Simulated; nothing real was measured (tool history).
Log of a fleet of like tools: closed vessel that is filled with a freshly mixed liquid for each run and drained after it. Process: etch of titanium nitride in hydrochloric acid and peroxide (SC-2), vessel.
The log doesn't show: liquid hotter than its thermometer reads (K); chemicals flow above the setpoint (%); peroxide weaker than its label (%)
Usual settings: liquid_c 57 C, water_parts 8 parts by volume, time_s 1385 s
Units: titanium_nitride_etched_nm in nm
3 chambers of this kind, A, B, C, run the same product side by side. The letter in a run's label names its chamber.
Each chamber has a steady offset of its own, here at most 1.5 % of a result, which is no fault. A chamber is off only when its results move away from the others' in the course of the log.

run	hour	liquid_c	water_parts	time_s	hours since the thermometer was replaced	hours since the chemicals flow meter was replaced	hours since the drum of peroxide was connected	read-back film thickness of the titanium nitride reference wafer, read on the same gauge (nm)	titanium_nitride_etched_nm
1C	4.2	57	8	1385	218.8	915	867.8	130.03	40.328
2B	11.8	57	8	1385	2363	1106.2	627.3	130.03	40.483
3A	19.2	57	8	1385	464.4	329	164.4	129.98	41.118
4C	28.4	57	8	1385	243	939.2	892	130	40.278
5B	36.3	57	8	1385	2387.5	1130.7	651.8	129.98	40.436
6A	40.8	57	8	1385	486	350.6	186	130.03	40.951
7C	47.6	57	8	1385	262.2	958.4	911.2	130.01	40.354
8A	55.7	57	8	1385	500.9	365.5	200.9	129.99	41.189
9B	62.6	64.5	5.5	1385	2413.8	1157	678.1	130.01	85.686
# hour 65.7: chamber B: thermometer replaced
10C	67	64.5	5.5	1385	281.6	977.8	930.6	130.01	87.325
11B	74.9	64.5	5.5	1385	9.3	1169.3	690.4	130.02	85.534
12A	83.6	57	8	1385	528.8	393.4	228.8	130.03	41.112
13C	91.8	57	8	1385	306.4	1002.6	955.4	130.03	40.711
14A	96.1	53.5	8	1385	541.3	405.9	241.3	129.99	32.607
# hour 97.5: chamber C: new drum of peroxide connected
15B	103	53.5	8	1385	37.4	1197.4	718.5	130.01	32.309
16A	110.8	53.5	8	1385	556	420.6	256	130.02	32.879
# hour 114.3: chamber B: new drum of peroxide connected
17B	119.1	57	8	1385	53.5	1213.5	4.8	130	40.66
18C	125.2	57	8	1385	339.8	1036	27.7	130	41.151
19C	131.8	57	8	1385	346.4	1042.6	34.3	129.98	41.216
20B	140	57	8	1385	74.4	1234.4	25.7	129.99	40.567
21A	146	52.5	8	1385	591.2	455.8	291.2	129.99	30.551
22B	152.8	52.5	8	1385	87.2	1247.2	38.5	129.98	30.248
23C	158.3	52.5	8	1385	372.9	1069.1	60.8	129.98	30.827
24A	167.4	57	8	1385	612.6	477.2	312.6	129.97	41.073
25B	177	57	11.5	1385	111.4	1271.4	62.7	130	29.799
26C	184.3	57	11.5	1385	398.9	1095.1	86.8	129.99	30.872
27A	190.7	57	11.5	1385	635.9	500.5	335.9	130.02	30.275
# hour 191.9: chamber A: thermometer replaced
28C	199.2	57	8	1385	413.8	1110	101.7	129.98	41.575
29B	207.7	57	8	1385	142.1	1302.1	93.4	129.98	40.199
30A	215	57	8	1385	23.1	524.8	360.2	129.99	40.939
31A	223	57	8	1385	31.1	532.8	368.2	130.02	41.12
32B	230.3	57	8	1385	164.7	1324.7	116	129.98	40.492
33C	237.6	57	8	1385	452.2	1148.4	140.1	130.04	41.861
34C	244.1	57	8	1385	458.7	1154.9	146.6	130.03	42.093
35A	249	57	8	1385	57.1	558.8	394.2	130.01	40.821

Is one chamber off against the others, does the gauge drift, or is nothing wrong? If a chamber is off, say which, and what the likeliest cause is.

Chamber C drifts away from the others.
Cause: liquid hotter than its thermometer reads (K) = 0.685.
The log may not tell that from: chemicals flow above the setpoint (%).

Here are 4 candidates for chamber C's next run, each the usual settings with a change, their results left as question marks. Which one brings its results back in line with what the others give on the usual settings?
In line means no further than this from the other chambers' mean on the usual settings: titanium_nitride_etched_nm 0.49 nm
36C-1	255.9	57	8	1430					?
36C-2	255.9	57	8	1335					?
36C-3	255.9	57.5	8	1440					?
36C-4	255.9	57	8	1285					?

The other chambers' mean on the usual settings: titanium_nitride_etched_nm 40.742 nm
run	titanium_nitride_etched_nm
36C-1	43.711
36C-2	40.807
36C-3	45.437
36C-4	39.278
36C-2 brings the chamber back in line.
